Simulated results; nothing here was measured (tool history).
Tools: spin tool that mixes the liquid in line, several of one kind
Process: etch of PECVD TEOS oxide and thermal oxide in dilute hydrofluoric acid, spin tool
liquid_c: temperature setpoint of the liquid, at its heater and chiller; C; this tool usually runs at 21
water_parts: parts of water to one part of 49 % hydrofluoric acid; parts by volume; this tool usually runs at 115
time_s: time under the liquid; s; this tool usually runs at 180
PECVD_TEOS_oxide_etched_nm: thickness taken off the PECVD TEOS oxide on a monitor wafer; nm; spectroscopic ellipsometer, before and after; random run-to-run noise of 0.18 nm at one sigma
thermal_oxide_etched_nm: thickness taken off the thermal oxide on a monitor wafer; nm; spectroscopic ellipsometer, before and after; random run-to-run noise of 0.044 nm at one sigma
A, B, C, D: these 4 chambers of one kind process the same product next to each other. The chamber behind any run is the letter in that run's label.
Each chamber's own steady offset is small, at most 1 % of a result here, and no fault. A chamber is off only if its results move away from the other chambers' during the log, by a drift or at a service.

run,hour,liquid_c,water_parts,time_s,"read-back film thickness of the PECVD TEOS oxide reference wafer, read on the same gauge (nm)","read-back film thickness of the thermal oxide reference wafer, read on the same gauge (nm)",PECVD_TEOS_oxide_etched_nm,thermal_oxide_etched_nm
1D,7.2,21,115,180,29.992,149.99,26.585,6.6082
2C,12.9,21,115,180,29.975,150,26.798,6.6306
3B,20.2,21,115,180,30.022,149.99,26.738,6.6589
4A,26.3,21,115,180,29.992,150,26.87,6.6734
5A,35.8,21,115,180,30.014,150,26.983,6.7093
# hour 45.6: chamber C: hydrofluoric acid flow meter replaced
6D,46.2,21,115,180,30.021,150,26.872,6.6324
7C,55.1,17,115,180,29.998,150.01,22.774,5.6093
8B,63.9,17,115,180,29.988,150,22.605,5.6006
9B,75.1,17,115,180,29.989,150,22.939,5.5974
10A,82.9,17,115,180,30.014,150,22.546,5.6122
11D,93.7,21,115,180,29.985,150.01,26.259,6.5454
12C,99.1,21,115,180,30.004,149.99,27.149,6.5689
13A,108,21,115,180,30.004,149.99,26.717,6.5344
14B,117,21,115,180,30,150.03,26.63,6.6181
15D,122.7,21,115,180,29.985,150,26.46,6.5477
16C,131.9,21,115,180,30.018,150,26.817,6.5458
17B,137.5,21,115,180,30.025,150,26.592,6.5279
18A,146.1,21,115,180,29.992,150,26.845,6.6198
19D,153.6,21,115,180,29.999,150,26.557,6.6151
20C,164.3,21,115,180,30.004,149.99,26.915,6.5805
21B,170.1,21,115,180,29.996,150.01,26.322,6.505
22C,176.5,21,115,85,30.006,150.02,12.586,3.0722
23A,184.4,21,115,85,30.007,150,12.44,3.0738
24D,193.6,21,115,85,29.998,150,12.437,3.0765
25B,201.5,21,115,85,30.008,150.01,12.276,3.0551
26A,206.5,21,115,180,30.019,150,27.048,6.6083
27D,217.8,21,115,180,29.986,150.02,26.598,6.5077
28C,229,21,115,180,29.986,150.01,26.746,6.5394
29D,234.8,21,115,180,29.991,150,26.346,6.5412
30A,244.1,21,145,115,30.008,150.01,13.295,3.2247
31C,249.1,21,145,115,30.001,150,12.995,3.2027
32B,258.8,21,145,115,29.967,149.98,12.579,3.0834
33A,269.4,21,145,115,30.017,150.01,13.085,3.2195
34C,276.4,21,115,180,29.975,150.01,26.784,6.5347
35D,283.8,21,115,180,30.002,149.99,26.664,6.5155
36B,289.5,21,115,180,29.984,149.98,25.328,6.2507
37C,296,21,115,180,29.981,150,26.702,6.6381
38D,305,21,70,180,30.019,150.01,46.217,11.422
39A,315.4,21,70,180,29.997,149.98,45.815,11.329
# hour 325.7: chamber A: hydrofluoric acid flow meter replaced
40B,326.8,21,70,180,29.973,149.99,43.643,10.741
# hour 329.4: chamber D: hydrofluoric acid flow meter replaced
41A,336.2,21,70,180,29.989,149.99,45.83,11.372
42D,344.9,21,115,180,29.99,150.02,26.899,6.6521

Is one chamber off against the others, does the gauge drift, or is nothing wrong? If a chamber is off, say which, and what the likeliest cause is.

Chamber B drifts away from the others.
What lies behind it: hydrofluoric acid flow below the setpoint (%) = 7.
With only this log, it may be confused with: liquid colder than its thermometer reads (K).

Which of the 4 candidates below, each the usual settings with something changed and its results left as question marks, puts chamber B back in line with what the other chambers give on the usual settings?
Allowed miss from the other chambers' usual-settings mean, per result, to count as in line: PECVD_TEOS_oxide_etched_nm 0.64 nm; thermal_oxide_etched_nm 0.15 nm
43B-1,353.1,21,125,165,,,?,?
43B-2,353.1,21,105,195,,,?,?
43B-3,353.1,21,110,185,,,?,?
43B-4,353.1,21,120,175,,,?,?

On the usual settings, the other chambers give on average: PECVD_TEOS_oxide_etched_nm 26.73 nm; thermal_oxide_etched_nm 6.6021 nm
run,PECVD_TEOS_oxide_etched_nm,thermal_oxide_etched_nm
43B-1,20.593,5.1036
43B-2,29.64,7.3461
43B-3,26.689,6.6145
43B-4,22.88,5.6705
The answer is 43B-3, which returns the chamber to within the allowed miss of the others.
